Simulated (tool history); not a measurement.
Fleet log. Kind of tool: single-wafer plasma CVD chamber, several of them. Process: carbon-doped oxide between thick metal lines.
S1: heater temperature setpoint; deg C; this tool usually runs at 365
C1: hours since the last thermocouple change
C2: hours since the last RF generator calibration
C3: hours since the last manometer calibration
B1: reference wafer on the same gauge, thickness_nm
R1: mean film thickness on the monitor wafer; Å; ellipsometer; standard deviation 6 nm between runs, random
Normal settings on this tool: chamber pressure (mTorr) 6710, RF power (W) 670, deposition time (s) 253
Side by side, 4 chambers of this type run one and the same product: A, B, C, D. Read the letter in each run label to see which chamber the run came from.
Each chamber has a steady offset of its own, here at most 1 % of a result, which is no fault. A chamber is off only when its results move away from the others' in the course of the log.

{"run": "1A", "hour": 12.2, "S1": 365, "chamber pressure (mTorr)": 6710, "RF power (W)": 670, "deposition time (s)": 253, "C1": 2431.7, "C2": 655.7, "C3": 242.7, "B1": 1610.8, "R1": 15106}
{"hour": 19.1, "done": "chamber D: RF generator calibrated"}
{"run": "2C", "hour": 20.7, "S1": 365, "chamber pressure (mTorr)": 6710, "RF power (W)": 670, "deposition time (s)": 253, "C1": 1407.1, "C2": 466.5, "C3": 1075.4, "B1": 1609.7, "R1": 15355}
{"run": "3D", "hour": 32.4, "S1": 365, "chamber pressure (mTorr)": 6710, "RF power (W)": 670, "deposition time (s)": 253, "C1": 1406.7, "C2": 13.4, "C3": 916.5, "B1": 1610.1, "R1": 15213}
{"run": "4B", "hour": 46.4, "S1": 365, "chamber pressure (mTorr)": 6710, "RF power (W)": 670, "deposition time (s)": 253, "C1": 688.1, "C2": 1463.3, "C3": 1771.8, "B1": 1610.8, "R1": 15180}
{"hour": 53.8, "done": "chamber C: capacitance manometer re-zeroed and calibrated"}
{"run": "5D", "hour": 56.9, "S1": 365, "chamber pressure (mTorr)": 6710, "RF power (W)": 670, "deposition time (s)": 253, "C1": 1431.2, "C2": 37.9, "C3": 941.0, "B1": 1609.9, "R1": 15321}
{"run": "6C", "hour": 73.6, "S1": 365, "chamber pressure (mTorr)": 6710, "RF power (W)": 670, "deposition time (s)": 253, "C1": 1460.0, "C2": 519.4, "C3": 19.9, "B1": 1611.1, "R1": 15233}
{"run": "7B", "hour": 86.9, "S1": 365, "chamber pressure (mTorr)": 6710, "RF power (W)": 670, "deposition time (s)": 253, "C1": 728.6, "C2": 1503.8, "C3": 1812.3, "B1": 1610.0, "R1": 15236}
{"run": "8A", "hour": 94.5, "S1": 365, "chamber pressure (mTorr)": 6710, "RF power (W)": 670, "deposition time (s)": 253, "C1": 2514.0, "C2": 738.0, "C3": 325.0, "B1": 1611.3, "R1": 15118}
{"hour": 105.5, "done": "chamber A: thermocouple changed; heater temperature recalibrated"}
{"run": "9C", "hour": 108.5, "S1": 365, "chamber pressure (mTorr)": 6710, "RF power (W)": 670, "deposition time (s)": 253, "C1": 1494.9, "C2": 554.3, "C3": 54.8, "B1": 1608.5, "R1": 15225}
{"run": "10D", "hour": 117.5, "S1": 365, "chamber pressure (mTorr)": 6710, "RF power (W)": 765, "deposition time (s)": 253, "C1": 1491.8, "C2": 98.5, "C3": 1001.6, "B1": 1610.4, "R1": 16453}
{"run": "11A", "hour": 133.1, "S1": 365, "chamber pressure (mTorr)": 6710, "RF power (W)": 765, "deposition time (s)": 253, "C1": 27.7, "C2": 776.6, "C3": 363.6, "B1": 1609.9, "R1": 16428}
{"run": "12B", "hour": 143.3, "S1": 365, "chamber pressure (mTorr)": 6710, "RF power (W)": 765, "deposition time (s)": 253, "C1": 785.0, "C2": 1560.2, "C3": 1868.7, "B1": 1608.7, "R1": 16369}
{"run": "13A", "hour": 159.4, "S1": 365, "chamber pressure (mTorr)": 6710, "RF power (W)": 765, "deposition time (s)": 253, "C1": 54.0, "C2": 802.9, "C3": 389.9, "B1": 1608.8, "R1": 16443}
{"run": "14C", "hour": 166.9, "S1": 365, "chamber pressure (mTorr)": 6710, "RF power (W)": 670, "deposition time (s)": 253, "C1": 1553.3, "C2": 612.7, "C3": 113.2, "B1": 1609.9, "R1": 15274}
{"run": "15B", "hour": 182.4, "S1": 365, "chamber pressure (mTorr)": 7640, "RF power (W)": 670, "deposition time (s)": 253, "C1": 824.1, "C2": 1599.3, "C3": 1907.8, "B1": 1609.5, "R1": 15422}
{"run": "16D", "hour": 197.4, "S1": 365, "chamber pressure (mTorr)": 7640, "RF power (W)": 670, "deposition time (s)": 253, "C1": 1571.7, "C2": 178.4, "C3": 1081.5, "B1": 1608.9, "R1": 15370}
{"run": "17B", "hour": 213.0, "S1": 365, "chamber pressure (mTorr)": 7640, "RF power (W)": 670, "deposition time (s)": 253, "C1": 854.7, "C2": 1629.9, "C3": 1938.4, "B1": 1609.0, "R1": 15368}
{"run": "18D", "hour": 228.4, "S1": 365, "chamber pressure (mTorr)": 7640, "RF power (W)": 670, "deposition time (s)": 253, "C1": 1602.7, "C2": 209.4, "C3": 1112.5, "B1": 1609.0, "R1": 15462}
{"run": "19A", "hour": 237.4, "S1": 365, "chamber pressure (mTorr)": 6710, "RF power (W)": 670, "deposition time (s)": 253, "C1": 132.0, "C2": 880.9, "C3": 467.9, "B1": 1608.4, "R1": 15210}
{"run": "20C", "hour": 252.6, "S1": 365, "chamber pressure (mTorr)": 6710, "RF power (W)": 670, "deposition time (s)": 253, "C1": 1639.0, "C2": 698.4, "C3": 198.9, "B1": 1609.6, "R1": 15225}
{"hour": 254.5, "done": "chamber D: capacitance manometer re-zeroed and calibrated"}
{"run": "21B", "hour": 264.8, "S1": 365, "chamber pressure (mTorr)": 6710, "RF power (W)": 670, "deposition time (s)": 253, "C1": 906.5, "C2": 1681.7, "C3": 1990.2, "B1": 1609.6, "R1": 15125}
{"run": "22D", "hour": 278.7, "S1": 365, "chamber pressure (mTorr)": 6710, "RF power (W)": 670, "deposition time (s)": 253, "C1": 1653.0, "C2": 259.7, "C3": 24.3, "B1": 1610.4, "R1": 15183}
{"hour": 283.6, "done": "chamber B: capacitance manometer re-zeroed and calibrated"}
{"run": "23A", "hour": 295.4, "S1": 365, "chamber pressure (mTorr)": 6710, "RF power (W)": 670, "deposition time (s)": 253, "C1": 190.0, "C2": 938.9, "C3": 525.9, "B1": 1609.0, "R1": 15159}
{"run": "24C", "hour": 312.1, "S1": 365, "chamber pressure (mTorr)": 6710, "RF power (W)": 670, "deposition time (s)": 253, "C1": 1698.5, "C2": 757.9, "C3": 258.4, "B1": 1609.9, "R1": 15198}
{"run": "25D", "hour": 326.7, "S1": 357, "chamber pressure (mTorr)": 6710, "RF power (W)": 670, "deposition time (s)": 297, "C1": 1701.0, "C2": 307.7, "C3": 72.3, "B1": 1610.3, "R1": 18291}
{"run": "26C", "hour": 341.4, "S1": 357, "chamber pressure (mTorr)": 6710, "RF power (W)": 670, "deposition time (s)": 297, "C1": 1727.8, "C2": 787.2, "C3": 287.7, "B1": 1610.3, "R1": 18292}
{"run": "27B", "hour": 354.8, "S1": 357, "chamber pressure (mTorr)": 6710, "RF power (W)": 670, "deposition time (s)": 297, "C1": 996.5, "C2": 1771.7, "C3": 71.2, "B1": 1608.1, "R1": 18208}
{"run": "28A", "hour": 370.1, "S1": 357, "chamber pressure (mTorr)": 6710, "RF power (W)": 670, "deposition time (s)": 297, "C1": 264.7, "C2": 1013.6, "C3": 600.6, "B1": 1609.2, "R1": 18189}
{"run": "29A", "hour": 384.0, "S1": 373, "chamber pressure (mTorr)": 6710, "RF power (W)": 670, "deposition time (s)": 221, "C1": 278.6, "C2": 1027.5, "C3": 614.5, "B1": 1610.4, "R1": 12952}
{"run": "30D", "hour": 394.8, "S1": 373, "chamber pressure (mTorr)": 6710, "RF power (W)": 670, "deposition time (s)": 221, "C1": 1769.1, "C2": 375.8, "C3": 140.4, "B1": 1609.1, "R1": 13142}
{"run": "31C", "hour": 409.0, "S1": 373, "chamber pressure (mTorr)": 6710, "RF power (W)": 670, "deposition time (s)": 221, "C1": 1795.4, "C2": 854.8, "C3": 355.3, "B1": 1610.1, "R1": 13183}
{"run": "32B", "hour": 418.4, "S1": 373, "chamber pressure (mTorr)": 6710, "RF power (W)": 670, "deposition time (s)": 221, "C1": 1060.1, "C2": 1835.3, "C3": 134.8, "B1": 1610.5, "R1": 13043}
{"run": "33A", "hour": 430.4, "S1": 355, "chamber pressure (mTorr)": 8180, "RF power (W)": 670, "deposition time (s)": 253, "C1": 325.0, "C2": 1073.9, "C3": 660.9, "B1": 1609.5, "R1": 15733}
{"run": "34B", "hour": 443.6, "S1": 355, "chamber pressure (mTorr)": 8180, "RF power (W)": 670, "deposition time (s)": 253, "C1": 1085.3, "C2": 1860.5, "C3": 160.0, "B1": 1610.4, "R1": 15749}
{"run": "35C", "hour": 455.6, "S1": 355, "chamber pressure (mTorr)": 8180, "RF power (W)": 670, "deposition time (s)": 253, "C1": 1842.0, "C2": 901.4, "C3": 401.9, "B1": 1610.4, "R1": 15878}

The same settings go to every chamber for the next run, one line per chamber below. Forecast the results for each:
{"run": "36A", "hour": 467.6, "S1": 365, "chamber pressure (mTorr)": 6710, "RF power (W)": 670, "deposition time (s)": 253, "R1": "?"}
{"run": "36B", "hour": 467.6, "S1": 365, "chamber pressure (mTorr)": 6710, "RF power (W)": 670, "deposition time (s)": 253, "R1": "?"}
{"run": "36C", "hour": 467.6, "S1": 365, "chamber pressure (mTorr)": 6710, "RF power (W)": 670, "deposition time (s)": 253, "R1": "?"}
{"run": "36D", "hour": 467.6, "S1": 365, "chamber pressure (mTorr)": 6710, "RF power (W)": 670, "deposition time (s)": 253, "R1": "?"}

run=36A R1=15247
run=36B R1=15144
run=36C R1=15257
run=36D R1=15235
